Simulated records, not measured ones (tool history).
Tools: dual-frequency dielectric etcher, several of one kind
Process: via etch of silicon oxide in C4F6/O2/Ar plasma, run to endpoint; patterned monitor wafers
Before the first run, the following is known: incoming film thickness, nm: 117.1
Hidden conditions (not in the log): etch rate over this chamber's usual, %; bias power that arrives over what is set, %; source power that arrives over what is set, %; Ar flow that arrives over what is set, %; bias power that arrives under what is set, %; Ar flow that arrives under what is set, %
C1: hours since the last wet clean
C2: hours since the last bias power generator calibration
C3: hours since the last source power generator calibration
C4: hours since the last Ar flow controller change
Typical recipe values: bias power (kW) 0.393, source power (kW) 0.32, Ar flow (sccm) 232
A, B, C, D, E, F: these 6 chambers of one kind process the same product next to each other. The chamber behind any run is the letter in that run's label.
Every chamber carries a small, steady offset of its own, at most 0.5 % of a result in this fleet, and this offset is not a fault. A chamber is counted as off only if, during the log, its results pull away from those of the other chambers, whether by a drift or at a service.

run 1C hour=5.3 | bias_power_(kW)=0.393 source_power_(kW)=0.32 Ar_flow_(sccm)=232 | C1=168.3 C2=732.6 C3=787.6 C4=457.1 | endpoint_time_(s)=29.933
run 2E hour=13.6 | bias_power_(kW)=0.393 source_power_(kW)=0.32 Ar_flow_(sccm)=232 | C1=219.9 C2=2333.1 C3=68.2 C4=2214.3 | endpoint_time_(s)=29.179
run 3B hour=21.4 | bias_power_(kW)=0.393 source_power_(kW)=0.32 Ar_flow_(sccm)=232 | C1=352.1 C2=1965.8 C3=3259 C4=304.9 | endpoint_time_(s)=30.502
run 4A hour=29.6 | bias_power_(kW)=0.393 source_power_(kW)=0.32 Ar_flow_(sccm)=232 | C1=296.9 C2=639.9 C3=4120.2 C4=989.3 | endpoint_time_(s)=29.37
run 5F hour=38.6 | bias_power_(kW)=0.422 source_power_(kW)=0.35 Ar_flow_(sccm)=232 | C1=141.9 C2=1434.7 C3=2010.7 C4=4480.7 | endpoint_time_(s)=27.923
run 6D hour=45.9 | bias_power_(kW)=0.422 source_power_(kW)=0.35 Ar_flow_(sccm)=232 | C1=203.7 C2=2870.7 C3=120.7 C4=2180.4 | endpoint_time_(s)=27.898
run 7B hour=55.6 | bias_power_(kW)=0.422 source_power_(kW)=0.35 Ar_flow_(sccm)=232 | C1=386.3 C2=2000 C3=3293.2 C4=339.1 | endpoint_time_(s)=27.691
run 8E hour=60.8 | bias_power_(kW)=0.422 source_power_(kW)=0.35 Ar_flow_(sccm)=232 | C1=267.1 C2=2380.3 C3=115.4 C4=2261.5 | endpoint_time_(s)=28.106
run 9D hour=65.9 | bias_power_(kW)=0.422 source_power_(kW)=0.35 Ar_flow_(sccm)=232 | C1=223.7 C2=2890.7 C3=140.7 C4=2200.4 | endpoint_time_(s)=28.163
run 10C hour=71.2 | bias_power_(kW)=0.422 source_power_(kW)=0.35 Ar_flow_(sccm)=232 | C1=234.2 C2=798.5 C3=853.5 C4=523 | endpoint_time_(s)=28.096
run 11A hour=81.2 | bias_power_(kW)=0.393 source_power_(kW)=0.32 Ar_flow_(sccm)=232 | C1=348.5 C2=691.5 C3=4171.8 C4=1040.9 | endpoint_time_(s)=30.22
run 12F hour=87.4 | bias_power_(kW)=0.393 source_power_(kW)=0.32 Ar_flow_(sccm)=232 | C1=190.7 C2=1483.5 C3=2059.5 C4=4529.5 | endpoint_time_(s)=29.898
run 13B hour=96 | bias_power_(kW)=0.393 source_power_(kW)=0.32 Ar_flow_(sccm)=232 | C1=426.7 C2=2040.4 C3=3333.6 C4=379.5 | endpoint_time_(s)=30.167
run 14E hour=103.8 | bias_power_(kW)=0.393 source_power_(kW)=0.32 Ar_flow_(sccm)=232 | C1=310.1 C2=2423.3 C3=158.4 C4=2304.5 | endpoint_time_(s)=29.565
run 15C hour=113.5 | bias_power_(kW)=0.393 source_power_(kW)=0.32 Ar_flow_(sccm)=232 | C1=276.5 C2=840.8 C3=895.8 C4=565.3 | endpoint_time_(s)=29.743
run 16A hour=119.6 | bias_power_(kW)=0.393 source_power_(kW)=0.29 Ar_flow_(sccm)=288 | C1=386.9 C2=729.9 C3=4210.2 C4=1079.3 | endpoint_time_(s)=31.444
run 17D hour=127 | bias_power_(kW)=0.393 source_power_(kW)=0.29 Ar_flow_(sccm)=288 | C1=284.8 C2=2951.8 C3=201.8 C4=2261.5 | endpoint_time_(s)=31.834
run 18F hour=132.2 | bias_power_(kW)=0.393 source_power_(kW)=0.29 Ar_flow_(sccm)=288 | C1=235.5 C2=1528.3 C3=2104.3 C4=4574.3 | endpoint_time_(s)=31.741
run 19C hour=138.7 | bias_power_(kW)=0.393 source_power_(kW)=0.29 Ar_flow_(sccm)=288 | C1=301.7 C2=866 C3=921 C4=590.5 | endpoint_time_(s)=31.711
run 20D hour=147.2 | bias_power_(kW)=0.393 source_power_(kW)=0.29 Ar_flow_(sccm)=288 | C1=305 C2=2972 C3=222 C4=2281.7 | endpoint_time_(s)=31.27
run 21F hour=155.3 | bias_power_(kW)=0.393 source_power_(kW)=0.29 Ar_flow_(sccm)=288 | C1=258.6 C2=1551.4 C3=2127.4 C4=4597.4 | endpoint_time_(s)=31.891
run 22B hour=161 | bias_power_(kW)=0.393 source_power_(kW)=0.32 Ar_flow_(sccm)=232 | C1=491.7 C2=2105.4 C3=3398.6 C4=444.5 | endpoint_time_(s)=29.963
-- hour=162.5 chamber E: bias power generator calibrated
run 23A hour=171.5 | bias_power_(kW)=0.393 source_power_(kW)=0.32 Ar_flow_(sccm)=232 | C1=438.8 C2=781.8 C3=4262.1 C4=1131.2 | endpoint_time_(s)=29.129
-- hour=172.7 chamber F: Ar flow controller replaced
run 24E hour=179.5 | bias_power_(kW)=0.393 source_power_(kW)=0.32 Ar_flow_(sccm)=232 | C1=385.8 C2=17.1 C3=234.1 C4=2380.2 | endpoint_time_(s)=29.367
run 25E hour=187.7 | bias_power_(kW)=0.393 source_power_(kW)=0.32 Ar_flow_(sccm)=232 | C1=394 C2=25.3 C3=242.3 C4=2388.4 | endpoint_time_(s)=29.552
run 26A hour=196.5 | bias_power_(kW)=0.393 source_power_(kW)=0.32 Ar_flow_(sccm)=232 | C1=463.8 C2=806.8 C3=4287.1 C4=1156.2 | endpoint_time_(s)=29.486
run 27D hour=203.5 | bias_power_(kW)=0.393 source_power_(kW)=0.32 Ar_flow_(sccm)=232 | C1=361.3 C2=3028.3 C3=278.3 C4=2338 | endpoint_time_(s)=29.974
-- hour=210.2 chamber D: wet clean of the chamber
run 28F hour=214.4 | bias_power_(kW)=0.393 source_power_(kW)=0.32 Ar_flow_(sccm)=232 | C1=317.7 C2=1610.5 C3=2186.5 C4=41.7 | endpoint_time_(s)=29.654
run 29B hour=222.3 | bias_power_(kW)=0.393 source_power_(kW)=0.32 Ar_flow_(sccm)=232 | C1=553 C2=2166.7 C3=3459.9 C4=505.8 | endpoint_time_(s)=29.518
run 30C hour=227.8 | bias_power_(kW)=0.393 source_power_(kW)=0.32 Ar_flow_(sccm)=232 | C1=390.8 C2=955.1 C3=1010.1 C4=679.6 | endpoint_time_(s)=30.074
run 31C hour=238 | bias_power_(kW)=0.393 source_power_(kW)=0.32 Ar_flow_(sccm)=232 | C1=401 C2=965.3 C3=1020.3 C4=689.8 | endpoint_time_(s)=29.822
-- hour=239.2 chamber C: wet clean of the chamber
run 32A hour=248.7 | bias_power_(kW)=0.393 source_power_(kW)=0.32 Ar_flow_(sccm)=232 | C1=516 C2=859 C3=4339.3 C4=1208.4 | endpoint_time_(s)=28.966
run 33B hour=254.8 | bias_power_(kW)=0.393 source_power_(kW)=0.32 Ar_flow_(sccm)=232 | C1=585.5 C2=2199.2 C3=3492.4 C4=538.3 | endpoint_time_(s)=29.896
run 34F hour=263.4 | bias_power_(kW)=0.393 source_power_(kW)=0.32 Ar_flow_(sccm)=232 | C1=366.7 C2=1659.5 C3=2235.5 C4=90.7 | endpoint_time_(s)=29.524
run 35D hour=270.6 | bias_power_(kW)=0.393 source_power_(kW)=0.32 Ar_flow_(sccm)=232 | C1=60.4 C2=3095.4 C3=345.4 C4=2405.1 | endpoint_time_(s)=29.836
-- hour=270.7 chamber D: Ar flow controller replaced
run 36E hour=277 | bias_power_(kW)=0.393 source_power_(kW)=0.32 Ar_flow_(sccm)=232 | C1=483.3 C2=114.6 C3=331.6 C4=2477.7 | endpoint_time_(s)=29.745
run 37D hour=287.5 | bias_power_(kW)=0.393 source_power_(kW)=0.38 Ar_flow_(sccm)=257 | C1=77.3 C2=3112.3 C3=362.3 C4=16.8 | endpoint_time_(s)=28.526
-- hour=293.4 chamber F: wet clean of the chamber
run 38A hour=298.4 | bias_power_(kW)=0.393 source_power_(kW)=0.38 Ar_flow_(sccm)=257 | C1=565.7 C2=908.7 C3=4389 C4=1258.1 | endpoint_time_(s)=27.347
run 39F hour=309.4 | bias_power_(kW)=0.393 source_power_(kW)=0.38 Ar_flow_(sccm)=257 | C1=16.1 C2=1705.5 C3=2281.5 C4=136.7 | endpoint_time_(s)=28.485
run 40C hour=318.9 | bias_power_(kW)=0.393 source_power_(kW)=0.38 Ar_flow_(sccm)=257 | C1=79.8 C2=1046.2 C3=1101.2 C4=770.7 | endpoint_time_(s)=28.076
run 41E hour=329.8 | bias_power_(kW)=0.393 source_power_(kW)=0.38 Ar_flow_(sccm)=257 | C1=536.1 C2=167.4 C3=384.4 C4=2530.5 | endpoint_time_(s)=28.403
run 42B hour=340.5 | bias_power_(kW)=0.393 source_power_(kW)=0.38 Ar_flow_(sccm)=257 | C1=671.2 C2=2284.9 C3=3578.1 C4=624 | endpoint_time_(s)=28.494
run 43C hour=350 | bias_power_(kW)=0.393 source_power_(kW)=0.32 Ar_flow_(sccm)=232 | C1=110.9 C2=1077.3 C3=1132.3 C4=801.8 | endpoint_time_(s)=29.439

Does one chamber stand apart from the rest, does the shared gauge drift, or is all well apart from small per-chamber offsets? Give the chamber and the most likely cause, where there is one.

One chamber, A, drifts off from the rest bit by bit.
Likeliest cause: etch rate over this chamber's usual, % = 4.76.

Chamber A could run next with any of the 4 candidate recipes listed below; each alters the usual settings, and their results appear as question marks. Which one brings its results back in line with what the other chambers deliver on the usual settings?
In line means no further than this from the other chambers' mean on the usual settings: endpoint time (s) 0.91
run 44A-1 hour=358.1 | bias_power_(kW)=0.443 source_power_(kW)=0.36 Ar_flow_(sccm)=223 | endpoint_time_(s)=?
run 44A-2 hour=358.1 | bias_power_(kW)=0.415 source_power_(kW)=0.34 Ar_flow_(sccm)=228 | endpoint_time_(s)=?
run 44A-3 hour=358.1 | bias_power_(kW)=0.343 source_power_(kW)=0.28 Ar_flow_(sccm)=241 | endpoint_time_(s)=?
run 44A-4 hour=358.1 | bias_power_(kW)=0.393 source_power_(kW)=0.32 Ar_flow_(sccm)=313 | endpoint_time_(s)=?

What the other chambers average on the usual settings: endpoint time (s) 29.764
run=44A-1 endpoint_time_(s)=25.927
run=44A-2 endpoint_time_(s)=27.198
run=44A-3 endpoint_time_(s)=31.55
run=44A-4 endpoint_time_(s)=29.387
44A-4 puts the chamber back in line with the other chambers.
